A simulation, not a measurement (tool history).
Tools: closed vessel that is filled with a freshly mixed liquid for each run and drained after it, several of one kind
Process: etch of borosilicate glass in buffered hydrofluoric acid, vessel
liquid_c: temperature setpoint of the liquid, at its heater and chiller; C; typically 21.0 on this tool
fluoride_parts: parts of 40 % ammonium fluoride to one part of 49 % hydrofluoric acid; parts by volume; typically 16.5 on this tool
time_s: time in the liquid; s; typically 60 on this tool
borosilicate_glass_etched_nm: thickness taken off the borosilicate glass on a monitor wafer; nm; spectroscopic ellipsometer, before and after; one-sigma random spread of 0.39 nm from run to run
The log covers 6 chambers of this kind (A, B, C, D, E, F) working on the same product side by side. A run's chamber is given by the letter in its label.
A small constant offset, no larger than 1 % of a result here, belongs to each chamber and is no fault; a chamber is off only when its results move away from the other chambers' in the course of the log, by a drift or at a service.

| run | hour | liquid_c | fluoride_parts | time_s | hours since the thermometer was replaced | hours since the hydrofluoric acid flow meter was replaced | read-back film thickness of the borosilicate glass reference wafer, read on the same gauge (nm) | borosilicate_glass_etched_nm |
|---|---|---|---|---|---|---|---|---|
| 1D | 8.8 | 21.0 | 16.5 | 60 | 791.3 | 725.3 | 79.980 | 39.522 |
|  | 13.0 | chamber B: hydrofluoric acid flow meter replaced |
| 2F | 17.0 | 21.0 | 16.5 | 60 | 1274.2 | 1004.3 | 79.990 | 38.218 |
| 3B | 22.1 | 21.0 | 16.5 | 60 | 432.7 | 9.2 | 79.991 | 38.939 |
| 4A | 28.5 | 21.0 | 16.5 | 60 | 1081.3 | 1318.8 | 79.990 | 38.415 |
| 5C | 32.9 | 18.0 | 16.5 | 60 | 370.6 | 71.7 | 80.006 | 33.276 |
| 6E | 41.4 | 18.0 | 16.5 | 60 | 1403.9 | 1700.3 | 79.983 | 32.627 |
| 7D | 46.3 | 18.0 | 16.5 | 60 | 828.8 | 762.8 | 79.992 | 33.204 |
| 8E | 52.2 | 18.0 | 16.5 | 60 | 1414.7 | 1711.1 | 80.002 | 32.675 |
| 9C | 61.6 | 18.0 | 16.5 | 60 | 399.3 | 100.4 | 79.997 | 33.559 |
| 10A | 67.7 | 18.0 | 16.5 | 60 | 1120.5 | 1358.0 | 79.981 | 32.747 |
| 11F | 72.6 | 24.5 | 16.5 | 85 | 1329.8 | 1059.9 | 80.001 | 65.567 |
| 12B | 79.8 | 24.5 | 16.5 | 85 | 490.4 | 66.9 | 79.991 | 65.895 |
| 13D | 86.8 | 24.5 | 16.5 | 85 | 869.3 | 803.3 | 80.008 | 66.954 |
|  | 92.7 | chamber A: thermometer replaced |
| 14F | 95.3 | 24.5 | 16.5 | 85 | 1352.5 | 1082.6 | 80.039 | 66.152 |
| 15B | 99.6 | 24.5 | 16.5 | 85 | 510.2 | 86.7 | 79.988 | 67.559 |
| 16C | 104.7 | 24.5 | 16.5 | 85 | 442.4 | 143.5 | 80.005 | 68.051 |
| 17E | 111.9 | 21.0 | 18.5 | 60 | 1474.4 | 1770.8 | 80.000 | 34.666 |
| 18A | 119.5 | 21.0 | 18.5 | 60 | 26.8 | 1409.8 | 79.992 | 34.589 |
| 19D | 123.8 | 21.0 | 18.5 | 60 | 906.3 | 840.3 | 80.007 | 34.995 |
| 20E | 131.0 | 21.0 | 18.5 | 60 | 1493.5 | 1789.9 | 80.000 | 34.484 |
| 21F | 137.3 | 21.0 | 18.5 | 60 | 1394.5 | 1124.6 | 79.999 | 34.411 |
|  | 143.5 | chamber E: hydrofluoric acid flow meter replaced |
| 22A | 143.9 | 21.0 | 18.5 | 60 | 51.2 | 1434.2 | 79.985 | 34.516 |
| 23B | 152.5 | 21.0 | 16.5 | 60 | 563.1 | 139.6 | 80.020 | 39.241 |
| 24C | 159.2 | 21.0 | 16.5 | 60 | 496.9 | 198.0 | 80.027 | 40.729 |
| 25E | 166.5 | 21.0 | 16.5 | 60 | 1529.0 | 23.1 | 79.995 | 39.766 |
| 26A | 172.4 | 21.0 | 16.5 | 60 | 79.7 | 1462.7 | 79.990 | 38.647 |
| 27C | 179.7 | 21.0 | 16.5 | 60 | 517.4 | 218.5 | 79.996 | 40.027 |
| 28D | 184.0 | 21.0 | 16.5 | 60 | 966.5 | 900.5 | 80.027 | 39.313 |
| 29F | 192.6 | 21.0 | 16.5 | 60 | 1449.8 | 1179.9 | 79.982 | 38.717 |
| 30B | 199.0 | 21.0 | 16.5 | 60 | 609.6 | 186.1 | 80.025 | 39.617 |
| 31D | 203.6 | 21.0 | 16.5 | 60 | 986.1 | 920.1 | 80.015 | 38.518 |
| 32C | 208.2 | 21.0 | 16.5 | 60 | 545.9 | 247.0 | 80.034 | 40.558 |
| 33B | 214.3 | 21.0 | 16.5 | 60 | 624.9 | 201.4 | 80.054 | 39.363 |
| 34F | 222.2 | 21.0 | 16.5 | 60 | 1479.4 | 1209.5 | 79.981 | 38.270 |
| 35E | 229.7 | 21.0 | 11.5 | 45 | 1592.2 | 86.3 | 79.956 | 42.030 |
|  | 230.9 | chamber A: hydrofluoric acid flow meter replaced |
| 36A | 236.6 | 21.0 | 11.5 | 45 | 143.9 | 5.7 | 79.983 | 41.872 |
| 37F | 244.2 | 21.0 | 11.5 | 45 | 1501.4 | 1231.5 | 79.980 | 40.921 |
| 38B | 253.3 | 21.0 | 11.5 | 45 | 663.9 | 240.4 | 80.012 | 42.211 |
| 39D | 258.8 | 21.0 | 11.5 | 45 | 1041.3 | 975.3 | 80.028 | 41.807 |
| 40A | 266.5 | 21.0 | 11.5 | 45 | 173.8 | 35.6 | 79.964 | 41.695 |

All chambers now run identical settings, listed one chamber a line with results as question marks. What results will each chamber show?
| 41A | 273.5 | 21.0 | 13.0 | 60 |  |  |  | ? |
| 41B | 273.5 | 21.0 | 13.0 | 60 |  |  |  | ? |
| 41C | 273.5 | 21.0 | 13.0 | 60 |  |  |  | ? |
| 41D | 273.5 | 21.0 | 13.0 | 60 |  |  |  | ? |
| 41E | 273.5 | 21.0 | 13.0 | 60 |  |  |  | ? |
| 41F | 273.5 | 21.0 | 13.0 | 60 |  |  |  | ? |

| run | borosilicate_glass_etched_nm |
|---|---|
| 41A | 49.768 |
| 41B | 50.067 |
| 41C | 52.989 |
| 41D | 49.812 |
| 41E | 49.346 |
| 41F | 48.941 |
